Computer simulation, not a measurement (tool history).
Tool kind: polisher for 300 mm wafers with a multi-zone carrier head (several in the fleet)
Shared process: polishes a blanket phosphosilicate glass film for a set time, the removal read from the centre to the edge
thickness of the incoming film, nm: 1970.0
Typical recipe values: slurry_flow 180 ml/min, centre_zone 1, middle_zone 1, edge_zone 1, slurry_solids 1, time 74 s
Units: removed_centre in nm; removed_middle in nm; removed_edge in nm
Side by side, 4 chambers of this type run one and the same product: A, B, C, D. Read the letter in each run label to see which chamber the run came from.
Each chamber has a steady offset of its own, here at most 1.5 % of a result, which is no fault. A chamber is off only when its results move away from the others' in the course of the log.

| run | hour | slurry_flow | centre_zone | middle_zone | edge_zone | slurry_solids | time | wafers polished on this pad | hours since the slurry nozzle was cleaned | hours since the centre zone pressure was calibrated | hours since the edge zone pressure was calibrated | removed_centre | removed_middle | removed_edge |
|---|---|---|---|---|---|---|---|---|---|---|---|---|---|---|
| 1D | 9.3 | 180 | 1 | 1 | 1 | 1 | 74 | 215 | 142.5 | 1031.6 | 389.3 | 518.16 | 515.9 | 507.43 |
| 2A | 16.4 | 180 | 1 | 1 | 1 | 1 | 74 | 503 | 196.3 | 526.9 | 75.9 | 509.03 | 506.52 | 500.82 |
| 3B | 27.3 | 180 | 1 | 1 | 1 | 1 | 74 | 336 | 323.8 | 675.6 | 989.8 | 504.47 | 513.33 | 515.4 |
| 4C | 34.1 | 180 | 1 | 1 | 1 | 1 | 74 | 1079 | 598.4 | 254.8 | 543.4 | 499.88 | 514.3 | 503.43 |
| 5A | 40.4 | 180 | 1 | 1 | 1 | 1 | 74 | 723 | 220.3 | 550.9 | 99.9 | 516.9 | 515.67 | 515.97 |
|  | 48.2 | chamber A: worn pad replaced by a new one |
| 6D | 53.3 | 180 | 1 | 1 | 1 | 1 | 74 | 618 | 186.5 | 1075.6 | 433.3 | 512.88 | 516.64 | 512.56 |
|  | 55.3 | chamber C: worn pad replaced by a new one |
|  | 57.4 | chamber C: centre zone pressure recalibrated |
| 7B | 65.8 | 180 | 1 | 1 | 1 | 1 | 74 | 688 | 362.3 | 714.1 | 1028.3 | 509 | 514.23 | 521.03 |
| 8C | 72.3 | 180 | 1 | 1 | 1 | 1 | 74 | 156 | 636.6 | 15 | 581.6 | 507.98 | 524.95 | 504.79 |
| 9C | 83.8 | 180 | 1 | 1 | 1 | 1 | 74 | 261 | 648.1 | 26.5 | 593.1 | 510.75 | 526.27 | 513.6 |
| 10B | 92.5 | 180 | 1 | 1 | 1 | 1 | 74 | 932 | 389 | 740.8 | 1055 | 507.8 | 510.83 | 508.06 |
|  | 101.9 | chamber D: worn pad replaced by a new one |
| 11D | 102.6 | 180 | 1 | 1 | 1 | 1 | 74 | 7 | 235.8 | 1124.9 | 482.6 | 510.56 | 508.42 | 515.03 |
|  | 108 | chamber B: worn pad replaced by a new one |
| 12A | 115.9 | 180 | 1 | 1 | 1 | 1 | 74 | 620 | 295.8 | 626.4 | 175.4 | 512.36 | 505.7 | 523.96 |
|  | 125.5 | chamber A: worn pad replaced by a new one |
| 13B | 125.6 | 180 | 1 | 1 | 1 | 1 | 74 | 161 | 422.1 | 773.9 | 1088.1 | 507.12 | 511.61 | 517.36 |
| 14A | 135.7 | 180 | 1 | 1 | 1 | 1 | 74 | 94 | 315.6 | 646.2 | 195.2 | 517.26 | 511.22 | 511.49 |
|  | 139.3 | chamber D: edge zone pressure recalibrated |
| 15C | 143.8 | 180 | 1.07 | 1.06 | 1 | 1 | 74 | 810 | 708.1 | 86.5 | 653.1 | 555.89 | 549.04 | 503.06 |
| 16D | 149.8 | 180 | 1.07 | 1.06 | 1 | 1 | 74 | 438 | 283 | 1172.1 | 10.6 | 563.05 | 540.02 | 497.06 |
| 17C | 155.8 | 180 | 1.07 | 1.06 | 1 | 1 | 74 | 920 | 720.1 | 98.5 | 665.1 | 543.73 | 546.35 | 504.18 |
| 18B | 165.1 | 180 | 1.07 | 1.06 | 1 | 1 | 74 | 522 | 461.6 | 813.4 | 1127.6 | 550.43 | 537.72 | 519.15 |
|  | 166.4 | chamber C: worn pad replaced by a new one |
| 19A | 176.4 | 180 | 1 | 1 | 1 | 1 | 74 | 466 | 356.3 | 686.9 | 235.9 | 511.3 | 511.22 | 520.1 |
| 20D | 184.4 | 180 | 1 | 1 | 1 | 1 | 74 | 755 | 317.6 | 1206.7 | 45.2 | 524.88 | 505.62 | 511.61 |
|  | 184.8 | chamber C: slurry nozzle cleaned |
|  | 191.8 | chamber A: worn pad replaced by a new one |
|  | 194.7 | chamber D: slurry nozzle cleaned |
| 21C | 196.4 | 180 | 1 | 1 | 1 | 1 | 74 | 275 | 11.7 | 139.1 | 705.7 | 508.93 | 516.5 | 504.19 |
| 22A | 208.7 | 180 | 1 | 1 | 1 | 1 | 74 | 154 | 388.6 | 719.2 | 268.2 | 516.79 | 502.39 | 509.65 |
|  | 216.2 | chamber B: worn pad replaced by a new one |
| 23B | 219.6 | 180 | 1 | 1 | 1 | 1.3 | 98 | 31 | 516.1 | 867.9 | 1182.1 | 749.11 | 758.25 | 770.78 |
| 24D | 230.4 | 180 | 1 | 1 | 1 | 1.3 | 98 | 1176 | 35.7 | 1252.7 | 91.2 | 760.28 | 751.94 | 745.34 |
|  | 239.3 | chamber A: slurry nozzle cleaned |
| 25C | 243.1 | 180 | 1 | 1 | 1 | 1.3 | 98 | 702 | 58.4 | 185.8 | 752.4 | 750.42 | 767.21 | 749.36 |
|  | 248 | chamber D: worn pad replaced by a new one |
| 26B | 253.7 | 180 | 1 | 1 | 1 | 1.3 | 98 | 343 | 550.2 | 902 | 1216.2 | 753.27 | 757.92 | 764.21 |
| 27D | 267.2 | 180 | 1 | 1 | 1 | 1 | 74 | 176 | 72.5 | 1289.5 | 128 | 521.8 | 509.16 | 509.68 |
|  | 269.6 | chamber A: worn pad replaced by a new one |
| 28A | 277.2 | 180 | 1 | 1 | 1 | 1 | 74 | 69 | 37.9 | 787.7 | 336.7 | 511.76 | 510.22 | 510.29 |
|  | 286.8 | chamber C: edge zone pressure recalibrated |
|  | 287.7 | chamber B: centre zone pressure recalibrated |
| 29A | 287.8 | 180 | 1 | 1 | 1 | 1 | 74 | 166 | 48.5 | 798.3 | 347.3 | 513.86 | 509.54 | 511.42 |
|  | 295.7 | chamber C: worn pad replaced by a new one |
| 30B | 299.7 | 180 | 1 | 1 | 1 | 1 | 74 | 764 | 596.2 | 12 | 1262.2 | 510.09 | 519.95 | 520.59 |
| 31D | 306.4 | 180 | 1 | 1 | 1 | 1 | 74 | 534 | 111.7 | 1328.7 | 167.2 | 511.68 | 508.71 | 512.24 |
| 32C | 313 | 180 | 1 | 1 | 1 | 1.1 | 74 | 158 | 128.3 | 255.7 | 26.3 | 529.87 | 535.36 | 523.85 |
| 33C | 324.1 | 180 | 1 | 1 | 1 | 1.1 | 74 | 260 | 139.4 | 266.8 | 37.4 | 532.14 | 542.98 | 538.8 |
| 34D | 333.4 | 180 | 1 | 1 | 1 | 1.1 | 74 | 781 | 138.7 | 1355.7 | 194.2 | 533.28 | 533.58 | 534.89 |
|  | 336.5 | chamber B: worn pad replaced by a new one |
|  | 336.5 | chamber B: slurry nozzle cleaned |
| 35A | 339.5 | 180 | 1 | 1 | 1 | 1.1 | 74 | 639 | 100.2 | 850 | 399 | 535.55 | 532.41 | 542.78 |
| 36B | 346.9 | 180 | 1 | 1 | 1 | 1 | 74 | 95 | 10.5 | 59.2 | 1309.4 | 511.09 | 524.19 | 518.38 |
|  | 355.4 | chamber A: worn pad replaced by a new one |
| 37C | 358.4 | 180 | 1 | 1 | 1 | 1 | 74 | 574 | 173.7 | 301.1 | 71.7 | 508.81 | 521.58 | 512.29 |
| 38A | 371.4 | 180 | 1 | 1 | 1 | 1 | 74 | 147 | 132.1 | 881.9 | 430.9 | 517.92 | 505.46 | 519.42 |

Next, all 4 chambers run the settings below, one line each with question marks for the results. What does each chamber give?
| 39A | 381.1 | 180 | 1 | 1 | 1 | 1 | 74 |  |  |  |  | ? | ? | ? |
| 39B | 381.1 | 180 | 1 | 1 | 1 | 1 | 74 |  |  |  |  | ? | ? | ? |
| 39C | 381.1 | 180 | 1 | 1 | 1 | 1 | 74 |  |  |  |  | ? | ? | ? |
| 39D | 381.1 | 180 | 1 | 1 | 1 | 1 | 74 |  |  |  |  | ? | ? | ? |

| run | removed_centre | removed_middle | removed_edge |
|---|---|---|---|
| 39A | 514.17 | 512.71 | 507.08 |
| 39B | 513.13 | 512.97 | 519.71 |
| 39C | 511.27 | 514.65 | 514.48 |
| 39D | 513.96 | 512.28 | 499.64 |
